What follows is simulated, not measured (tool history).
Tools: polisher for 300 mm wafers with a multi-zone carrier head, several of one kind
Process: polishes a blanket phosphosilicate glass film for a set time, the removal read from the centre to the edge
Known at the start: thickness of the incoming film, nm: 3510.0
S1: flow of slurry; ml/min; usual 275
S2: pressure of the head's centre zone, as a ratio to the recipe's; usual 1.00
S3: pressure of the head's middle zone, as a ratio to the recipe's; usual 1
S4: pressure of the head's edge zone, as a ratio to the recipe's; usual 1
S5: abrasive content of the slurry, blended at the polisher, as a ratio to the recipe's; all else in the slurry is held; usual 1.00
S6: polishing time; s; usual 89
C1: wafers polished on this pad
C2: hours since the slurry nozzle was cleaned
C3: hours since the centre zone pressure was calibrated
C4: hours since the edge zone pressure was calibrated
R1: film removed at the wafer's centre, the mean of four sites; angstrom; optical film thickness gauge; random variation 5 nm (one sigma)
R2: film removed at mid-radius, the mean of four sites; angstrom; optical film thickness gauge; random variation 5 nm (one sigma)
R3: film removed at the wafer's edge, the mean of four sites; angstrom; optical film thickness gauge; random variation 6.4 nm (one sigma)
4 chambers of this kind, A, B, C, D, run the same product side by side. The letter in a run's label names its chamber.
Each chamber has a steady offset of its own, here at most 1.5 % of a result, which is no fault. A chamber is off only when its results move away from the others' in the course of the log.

Run 1C, hour 6.7: usual settings; C1 278; C2 178.9; C3 487.4; C4 1146.1. Result: R1 5076.1 angstrom, R2 5025.5 angstrom, R3 4982.0 angstrom.
Run 2A, hour 10.4: usual settings; C1 396; C2 26.2; C3 662.0; C4 127.4. Result: R1 5007.3 angstrom, R2 5074.9 angstrom, R3 4838.7 angstrom.
At hour 11.9: chamber C: edge zone pressure recalibrated.
Run 3B, hour 14.7: usual settings; C1 229; C2 121.5; C3 516.3; C4 198.8. Result: R1 4952.6 angstrom, R2 5051.1 angstrom, R3 5085.5 angstrom.
Run 4D, hour 18.9: usual settings; C1 906; C2 432.3; C3 239.0; C4 1333.4. Result: R1 4969.3 angstrom, R2 4938.7 angstrom, R3 4968.2 angstrom.
Run 5C, hour 22.3: usual settings; C1 427; C2 194.5; C3 503.0; C4 10.5. Result: R1 5068.1 angstrom, R2 5000.2 angstrom, R3 4929.3 angstrom.
Run 6B, hour 27.2: usual settings; C1 348; C2 134.0; C3 528.8; C4 211.3. Result: R1 4982.9 angstrom, R2 5010.8 angstrom, R3 4995.9 angstrom.
Run 7D, hour 33.9: usual settings; C1 1049; C2 447.3; C3 254.0; C4 1348.4. Result: R1 4911.8 angstrom, R2 4965.4 angstrom, R3 5001.7 angstrom.
Run 8A, hour 40.5: usual settings but S2 1.04, S5 1.15; C1 683; C2 56.3; C3 692.1; C4 157.5. Result: R1 5561.4 angstrom, R2 5361.7 angstrom, R3 5325.0 angstrom.
At hour 42.1: chamber D: worn pad replaced by a new one.
Run 9C, hour 46.0: usual settings but S2 1.04, S5 1.15; C1 653; C2 218.2; C3 526.7; C4 34.2. Result: R1 5579.0 angstrom, R2 5402.8 angstrom, R3 5403.4 angstrom.
At hour 47.9: chamber A: worn pad replaced by a new one.
Run 10D, hour 50.4: usual settings but S2 1.04, S5 1.15; C1 79; C2 463.8; C3 270.5; C4 1364.9. Result: R1 5535.2 angstrom, R2 5340.5 angstrom, R3 5282.3 angstrom.
Run 11A, hour 55.3: usual settings but S2 1.04, S5 1.15; C1 70; C2 71.1; C3 706.9; C4 172.3. Result: R1 5718.9 angstrom, R2 5268.4 angstrom, R3 5268.5 angstrom.
At hour 55.8: chamber D: edge zone pressure recalibrated.
At hour 59.7: chamber C: worn pad replaced by a new one.
Run 12B, hour 60.9: usual settings; C1 669; C2 167.7; C3 562.5; C4 245.0. Result: R1 4955.8 angstrom, R2 5022.8 angstrom, R3 4929.0 angstrom.
Run 13D, hour 67.4: usual settings; C1 241; C2 480.8; C3 287.5; C4 11.7. Result: R1 5028.8 angstrom, R2 5028.1 angstrom, R3 5063.5 angstrom.
Run 14C, hour 73.4: usual settings; C1 130; C2 245.6; C3 554.1; C4 61.6. Result: R1 5025.0 angstrom, R2 5017.3 angstrom, R3 5045.5 angstrom.
Run 15A, hour 80.1: usual settings; C1 306; C2 95.9; C3 731.7; C4 197.1. Result: R1 5048.7 angstrom, R2 5087.0 angstrom, R3 5058.4 angstrom.
At hour 84.3: chamber B: worn pad replaced by a new one.
Run 16B, hour 86.2: usual settings; C1 18; C2 193.0; C3 587.8; C4 270.3. Result: R1 5049.0 angstrom, R2 5071.7 angstrom, R3 4975.7 angstrom.
Run 17D, hour 90.5: usual settings; C1 461; C2 503.9; C3 310.6; C4 34.8. Result: R1 4877.7 angstrom, R2 4999.9 angstrom, R3 5052.5 angstrom.
Run 18A, hour 95.4: usual settings but S1 320 ml/min; C1 452; C2 111.2; C3 747.0; C4 212.4. Result: R1 5114.4 angstrom, R2 5090.2 angstrom, R3 4923.7 angstrom.
Run 19B, hour 100.4: usual settings but S1 320 ml/min; C1 154; C2 207.2; C3 602.0; C4 284.5. Result: R1 5179.6 angstrom, R2 5047.3 angstrom, R3 5024.6 angstrom.
Run 20C, hour 103.8: usual settings but S1 320 ml/min; C1 420; C2 276.0; C3 584.5; C4 92.0. Result: R1 5039.7 angstrom, R2 5174.3 angstrom, R3 4987.6 angstrom.
Run 21C, hour 108.5: usual settings but S1 320 ml/min; C1 465; C2 280.7; C3 589.2; C4 96.7. Result: R1 5101.5 angstrom, R2 5015.3 angstrom, R3 4976.2 angstrom.
Run 22B, hour 114.1: usual settings; C1 284; C2 220.9; C3 615.7; C4 298.2. Result: R1 4968.3 angstrom, R2 5036.7 angstrom, R3 4841.2 angstrom.
At hour 118.0: chamber C: centre zone pressure recalibrated.
Run 23D, hour 119.5: usual settings; C1 737; C2 532.9; C3 339.6; C4 63.8. Result: R1 5012.8 angstrom, R2 4956.8 angstrom, R3 4953.4 angstrom.
Run 24A, hour 124.3: usual settings; C1 727; C2 140.1; C3 775.9; C4 241.3. Result: R1 5071.1 angstrom, R2 4921.8 angstrom, R3 4901.9 angstrom.
At hour 127.5: chamber A: worn pad replaced by a new one.
Run 25C, hour 127.6: usual settings; C1 647; C2 299.8; C3 9.6; C4 115.8. Result: R1 5678.5 angstrom, R2 4895.9 angstrom, R3 4940.4 angstrom.
At hour 129.5: chamber B: edge zone pressure recalibrated.
Run 26D, hour 132.9: usual settings; C1 865; C2 546.3; C3 353.0; C4 77.2. Result: R1 5013.0 angstrom, R2 4965.6 angstrom, R3 5070.7 angstrom.
At hour 136.6: chamber C: worn pad replaced by a new one.
Run 27B, hour 138.6: usual settings; C1 517; C2 245.4; C3 640.2; C4 9.2. Result: R1 4954.9 angstrom, R2 4997.3 angstrom, R3 4957.0 angstrom.
Run 28A, hour 144.9: usual settings but S6 105 s; C1 166; C2 160.7; C3 796.5; C4 261.9. Result: R1 5962.9 angstrom, R2 5839.4 angstrom, R3 5810.8 angstrom.
Run 29C, hour 151.0: usual settings but S6 105 s; C1 137; C2 323.2; C3 33.0; C4 139.2. Result: R1 6662.8 angstrom, R2 5978.9 angstrom, R3 5916.4 angstrom.
Run 30A, hour 153.9: usual settings but S6 105 s; C1 251; C2 169.7; C3 805.5; C4 270.9. Result: R1 5912.5 angstrom, R2 5878.1 angstrom, R3 5911.7 angstrom.
At hour 155.5: chamber D: worn pad replaced by a new one.
Run 31B, hour 158.3: usual settings but S6 105 s; C1 705; C2 265.1; C3 659.9; C4 28.9. Result: R1 5950.0 angstrom, R2 5897.2 angstrom, R3 5884.5 angstrom.
At hour 160.1: chamber B: worn pad replaced by a new one.
Run 32D, hour 164.7: usual settings; C1 87; C2 578.1; C3 384.8; C4 109.0. Result: R1 4977.7 angstrom, R2 5041.4 angstrom, R3 4953.2 angstrom.
Run 33C, hour 169.7: usual settings; C1 315; C2 341.9; C3 51.7; C4 157.9. Result: R1 5632.0 angstrom, R2 4994.6 angstrom, R3 5037.6 angstrom.
Run 34B, hour 175.5: usual settings; C1 146; C2 282.3; C3 677.1; C4 46.1. Result: R1 5077.3 angstrom, R2 5022.1 angstrom, R3 4975.8 angstrom.
Run 35A, hour 178.5: usual settings; C1 486; C2 194.3; C3 830.1; C4 295.5. Result: R1 5047.6 angstrom, R2 4993.2 angstrom, R3 5044.3 angstrom.
Run 36D, hour 183.8: usual settings; C1 269; C2 597.2; C3 403.9; C4 128.1. Result: R1 5042.4 angstrom, R2 5010.4 angstrom, R3 4918.3 angstrom.
At hour 186.4: chamber B: slurry nozzle cleaned.
Run 37A, hour 188.4: usual settings; C1 580; C2 204.2; C3 840.0; C4 305.4. Result: R1 5009.4 angstrom, R2 5005.5 angstrom, R3 4951.9 angstrom.
Run 38C, hour 192.8: usual settings; C1 535; C2 365.0; C3 74.8; C4 181.0. Result: R1 5588.9 angstrom, R2 5035.5 angstrom, R3 4908.1 angstrom.
Run 39B, hour 196.7: usual settings but S1 330 ml/min, S2 0.94; C1 348; C2 10.4; C3 698.3; C4 67.3. Result: R1 4769.6 angstrom, R2 5070.2 angstrom, R3 5016.5 angstrom.
Run 40D, hour 202.3: usual settings but S1 330 ml/min, S2 0.94; C1 445; C2 615.7; C3 422.4; C4 146.6. Result: R1 4725.9 angstrom, R2 5169.5 angstrom, R3 5092.1 angstrom.
Run 41C, hour 207.0: usual settings but S1 330 ml/min, S2 0.94; C1 671; C2 379.2; C3 89.0; C4 195.2. Result: R1 5498.5 angstrom, R2 5037.2 angstrom, R3 5126.6 angstrom.
Run 42B, hour 212.9: usual settings but S1 330 ml/min, S2 0.94; C1 502; C2 26.6; C3 714.5; C4 83.5. Result: R1 4805.2 angstrom, R2 5086.5 angstrom, R3 4977.0 angstrom.
Run 43D, hour 216.0: usual settings; C1 576; C2 629.4; C3 436.1; C4 160.3. Result: R1 4978.3 angstrom, R2 4949.4 angstrom, R3 4971.3 angstrom.

What goes on in this fleet: one chamber off, a drifting gauge, or nothing beyond the chambers' own small offsets? Name the chamber and the cause, if any.

A service left chamber C off against the others.
Cause: centre zone's pressure above its setpoint, % = 11.2.

Here are 4 candidates for chamber C's next run, each the usual settings with a change, their results left as question marks. Which one brings its results back in line with what the others give on the usual settings?
In line means no further than this from the other chambers' mean on the usual settings: R1 180.0 angstrom; R2 180.0 angstrom; R3 220.0 angstrom
Run 44C-1, hour 220.8: usual settings but S1 265 ml/min, S2 0.86, S3 1.03, S4 1.05, S6 87 s. Result: R1 ?, R2 ?, R3 ?.
Run 44C-2, hour 220.8: usual settings but S1 280 ml/min, S2 1.10, S3 0.98, S4 0.97, S6 90 s. Result: R1 ?, R2 ?, R3 ?.
Run 44C-3, hour 220.8: usual settings but S1 285 ml/min, S2 1.17, S3 0.97, S4 0.94, S6 91 s. Result: R1 ?, R2 ?, R3 ?.
Run 44C-4, hour 220.8: usual settings but S1 270 ml/min, S2 0.90, S3 1.02, S4 1.03, S6 88 s. Result: R1 ?, R2 ?, R3 ?.

The other chambers' mean on the usual settings: R1 4991.9 angstrom; R2 4992.8 angstrom; R3 4971.9 angstrom
  run      R1      R2      R3
44C-1  4637.3  5015.0  5000.8
44C-2  6311.8  4981.0  4988.6
44C-3  6833.2  4996.9  4971.2
44C-4  4941.9  5036.9  5015.3
44C-4 brings the chamber back in line.

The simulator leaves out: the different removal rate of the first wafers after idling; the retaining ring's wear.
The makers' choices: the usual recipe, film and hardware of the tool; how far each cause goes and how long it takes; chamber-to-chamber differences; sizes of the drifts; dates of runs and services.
